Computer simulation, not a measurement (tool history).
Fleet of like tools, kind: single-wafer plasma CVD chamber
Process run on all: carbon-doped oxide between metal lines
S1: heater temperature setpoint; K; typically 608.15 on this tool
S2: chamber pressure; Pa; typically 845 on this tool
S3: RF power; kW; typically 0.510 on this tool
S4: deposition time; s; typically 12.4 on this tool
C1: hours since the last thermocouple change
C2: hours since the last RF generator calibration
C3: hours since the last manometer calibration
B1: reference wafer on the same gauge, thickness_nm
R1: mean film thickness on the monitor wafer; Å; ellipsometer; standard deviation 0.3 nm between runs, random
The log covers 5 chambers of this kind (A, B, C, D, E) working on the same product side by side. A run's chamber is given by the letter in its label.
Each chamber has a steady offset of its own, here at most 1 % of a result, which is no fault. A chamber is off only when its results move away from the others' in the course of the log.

Run 1E, hour 3.4: usual settings; C1 977.6; C2 388.5; C3 1037.4; B1 63.302. Result: R1 709.06 Å.
Run 2C, hour 7.0: usual settings; C1 695.5; C2 427.8; C3 2480.5; B1 63.379. Result: R1 692.76 Å.
Run 3A, hour 11.0: usual settings; C1 105.9; C2 225.1; C3 1100.5; B1 63.293. Result: R1 696.31 Å.
Run 4B, hour 13.0: usual settings; C1 476.9; C2 952.0; C3 973.0; B1 63.289. Result: R1 707.24 Å.
Run 5D, hour 16.3: usual settings; C1 2054.8; C2 899.0; C3 575.2; B1 63.259. Result: R1 697.90 Å.
Run 6E, hour 20.6: usual settings; C1 994.8; C2 405.7; C3 1054.6; B1 63.304. Result: R1 708.45 Å.
Run 7B, hour 23.7: usual settings; C1 487.6; C2 962.7; C3 983.7; B1 63.318. Result: R1 702.52 Å.
Run 8A, hour 26.9: usual settings; C1 121.8; C2 241.0; C3 1116.4; B1 63.322. Result: R1 704.82 Å.
Run 9C, hour 29.9: usual settings; C1 718.4; C2 450.7; C3 2503.4; B1 63.338. Result: R1 700.90 Å.
Run 10D, hour 33.7: usual settings; C1 2072.2; C2 916.4; C3 592.6; B1 63.358. Result: R1 703.38 Å.
Run 11E, hour 37.2: usual settings; C1 1011.4; C2 422.3; C3 1071.2; B1 63.308. Result: R1 708.43 Å.
Run 12D, hour 41.8: usual settings; C1 2080.3; C2 924.5; C3 600.7; B1 63.265. Result: R1 704.58 Å.
Run 13B, hour 44.5: usual settings; C1 508.4; C2 983.5; C3 1004.5; B1 63.356. Result: R1 700.03 Å.
At hour 45.0: chamber E: capacitance manometer re-zeroed and calibrated.
Run 14A, hour 49.0: usual settings; C1 143.9; C2 263.1; C3 1138.5; B1 63.286. Result: R1 695.35 Å.
Run 15C, hour 51.4: usual settings but S3 0.445 kW, S4 11.1 s; C1 739.9; C2 472.2; C3 2524.9; B1 63.304. Result: R1 568.96 Å.
Run 16E, hour 54.5: usual settings but S3 0.445 kW, S4 11.1 s; C1 1028.7; C2 439.6; C3 9.5; B1 63.322. Result: R1 579.22 Å.
Run 17D, hour 57.8: usual settings but S3 0.445 kW, S4 11.1 s; C1 2096.3; C2 940.5; C3 616.7; B1 63.322. Result: R1 582.58 Å.
Run 18B, hour 60.4: usual settings but S3 0.445 kW, S4 11.1 s; C1 524.3; C2 999.4; C3 1020.4; B1 63.318. Result: R1 570.68 Å.
Run 19A, hour 62.6: usual settings but S3 0.445 kW, S4 11.1 s; C1 157.5; C2 276.7; C3 1152.1; B1 63.336. Result: R1 571.11 Å.
Run 20C, hour 66.4: usual settings; C1 754.9; C2 487.2; C3 2539.9; B1 63.321. Result: R1 690.38 Å.
Run 21B, hour 70.4: usual settings; C1 534.3; C2 1009.4; C3 1030.4; B1 63.286. Result: R1 697.83 Å.
Run 22A, hour 72.6: usual settings; C1 167.5; C2 286.7; C3 1162.1; B1 63.333. Result: R1 699.54 Å.
Run 23D, hour 76.2: usual settings but S2 1012 Pa; C1 2114.7; C2 958.9; C3 635.1; B1 63.228. Result: R1 715.44 Å.
Run 24E, hour 80.6: usual settings but S2 1012 Pa; C1 1054.8; C2 465.7; C3 35.6; B1 63.261. Result: R1 715.29 Å.
Run 25C, hour 82.8: usual settings but S2 1012 Pa; C1 771.3; C2 503.6; C3 2556.3; B1 63.274. Result: R1 705.16 Å.
Run 26C, hour 85.9: usual settings but S2 1012 Pa; C1 774.4; C2 506.7; C3 2559.4; B1 63.281. Result: R1 702.73 Å.
Run 27B, hour 89.4: usual settings but S2 1012 Pa; C1 553.3; C2 1028.4; C3 1049.4; B1 63.254. Result: R1 709.50 Å.
Run 28D, hour 93.8: usual settings; C1 2132.3; C2 976.5; C3 652.7; B1 63.346. Result: R1 700.62 Å.
Run 29A, hour 97.3: usual settings; C1 192.2; C2 311.4; C3 1186.8; B1 63.321. Result: R1 698.86 Å.
Run 30E, hour 100.5: usual settings; C1 1074.7; C2 485.6; C3 55.5; B1 63.266. Result: R1 705.99 Å.
Run 31E, hour 103.6: usual settings; C1 1077.8; C2 488.7; C3 58.6; B1 63.374. Result: R1 707.38 Å.

Is one chamber out of step, is the gauge drifting, or do the chambers differ by no more than their own small offsets? For an off chamber, give its letter and the likeliest cause.

No chamber is off and the gauge is stable; the differences are just each chamber's small, constant offset.
